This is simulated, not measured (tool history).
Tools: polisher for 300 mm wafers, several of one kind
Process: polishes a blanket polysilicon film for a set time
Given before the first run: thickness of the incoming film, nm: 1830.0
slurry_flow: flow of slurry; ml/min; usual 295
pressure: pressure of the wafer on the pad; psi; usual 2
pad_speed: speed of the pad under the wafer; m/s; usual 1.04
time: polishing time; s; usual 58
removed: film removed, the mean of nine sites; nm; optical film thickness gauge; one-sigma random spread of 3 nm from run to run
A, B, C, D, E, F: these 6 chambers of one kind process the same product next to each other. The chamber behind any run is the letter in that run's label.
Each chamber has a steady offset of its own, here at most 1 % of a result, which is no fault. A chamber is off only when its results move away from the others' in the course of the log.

run	hour	slurry_flow	pressure	pad_speed	time	removed
1A	4.8	295	2	1.04	58	340.46
# hour 5.9: chamber F: worn pad replaced by a new one
2B	8.4	295	2	1.04	58	343.11
3F	11.8	295	2	1.04	58	336.97
4D	17.0	295	2	1.04	58	343.23
5C	20.4	295	2	1.04	58	341.56
6E	25.6	295	2	1.04	58	349.38
# hour 25.7: chamber D: head pressure recalibrated
# hour 26.0: chamber D: worn pad replaced by a new one
7F	31.1	295	2	1.04	58	334.33
8C	35.8	295	2	1.04	58	346.08
# hour 38.3: chamber E: worn pad replaced by a new one
9D	40.7	295	2	1.04	58	341.93
# hour 45.0: chamber C: worn pad replaced by a new one
10B	46.3	295	2	1.04	48	284.59
11A	51.9	295	2	1.04	48	276.39
# hour 53.3: chamber F: slurry nozzle cleaned
12E	57.5	295	2	1.04	48	283.28
# hour 61.3: chamber A: slurry nozzle cleaned
# hour 62.0: chamber B: worn pad replaced by a new one
13D	62.3	295	2	1.04	48	284.44
# hour 66.2: chamber A: worn pad replaced by a new one
14A	68.3	295	2	1.04	48	285.84
15E	71.8	295	2	1.04	48	282.75
16C	75.3	295	2	1.04	58	353.32
17B	79.7	295	2	1.04	58	342.91
18F	84.8	295	2	1.04	58	341.35
19B	91.6	295	2	1.04	58	343.35
# hour 93.6: chamber B: head pressure recalibrated
20E	95.3	295	2	1.04	58	341.67
21F	102.3	295	2	1.04	58	340.37
# hour 105.1: chamber F: worn pad replaced by a new one
22A	108.8	295	2	1.04	58	342.71
23D	115.0	295	2	1.04	58	349.63
24C	119.9	295	2	1.04	58	363.71
25B	126.5	295	2	1.04	58	336.27
# hour 129.7: chamber D: worn pad replaced by a new one
26C	133.4	295	2	1.04	58	370.41
27A	139.9	295	2	1.04	58	339.74
28D	144.0	295	2	0.74	58	244.40
29F	149.4	295	2	0.74	58	244.81
30E	153.7	295	2	0.74	58	242.58
31B	157.1	295	2	0.74	58	245.46
# hour 158.5: chamber A: worn pad replaced by a new one
32C	163.1	295	2	0.74	58	265.05
33D	167.3	295	2	0.74	58	244.08
# hour 171.4: chamber B: worn pad replaced by a new one
34E	173.3	295	2	1.04	58	336.22
35A	176.8	295	2	1.04	58	339.96
36F	181.5	295	2	1.04	58	347.72
37A	184.8	295	2	1.04	58	342.58
38C	190.7	295	2	1.04	58	379.11
39D	197.2	265	2	1.04	58	338.72
40B	201.0	265	2	1.04	58	339.51

One chamber off, gauge drift, or nothing amiss beyond the chambers' own small offsets? If it is a chamber, which one, and what is the likeliest cause?

Little by little, chamber C moves away from the other chambers.
Likeliest cause: head's pressure above its setpoint, % = 11.2.

Below are 4 candidate recipes for chamber C's next run, each the usual settings with a change, their results shown as question marks. Which of them brings C's results back in line with what the other chambers give on the usual settings?
A result is in line if it is within this distance of the other chambers' mean on the usual settings: removed 11.00 nm
41C-1	206.1	295	2.0	1.04	61	?
41C-2	206.1	295	2.1	1.08	60	?
41C-3	206.1	295	1.8	1.04	58	?
41C-4	206.1	295	2.0	0.98	58	?

The mean the other chambers reach with the usual settings: removed 341.46 nm
run	removed
41C-1	401.80
41C-2	430.50
41C-3	344.25
41C-4	360.30
Change 41C-3 lands the chamber within the allowed miss of the other chambers.
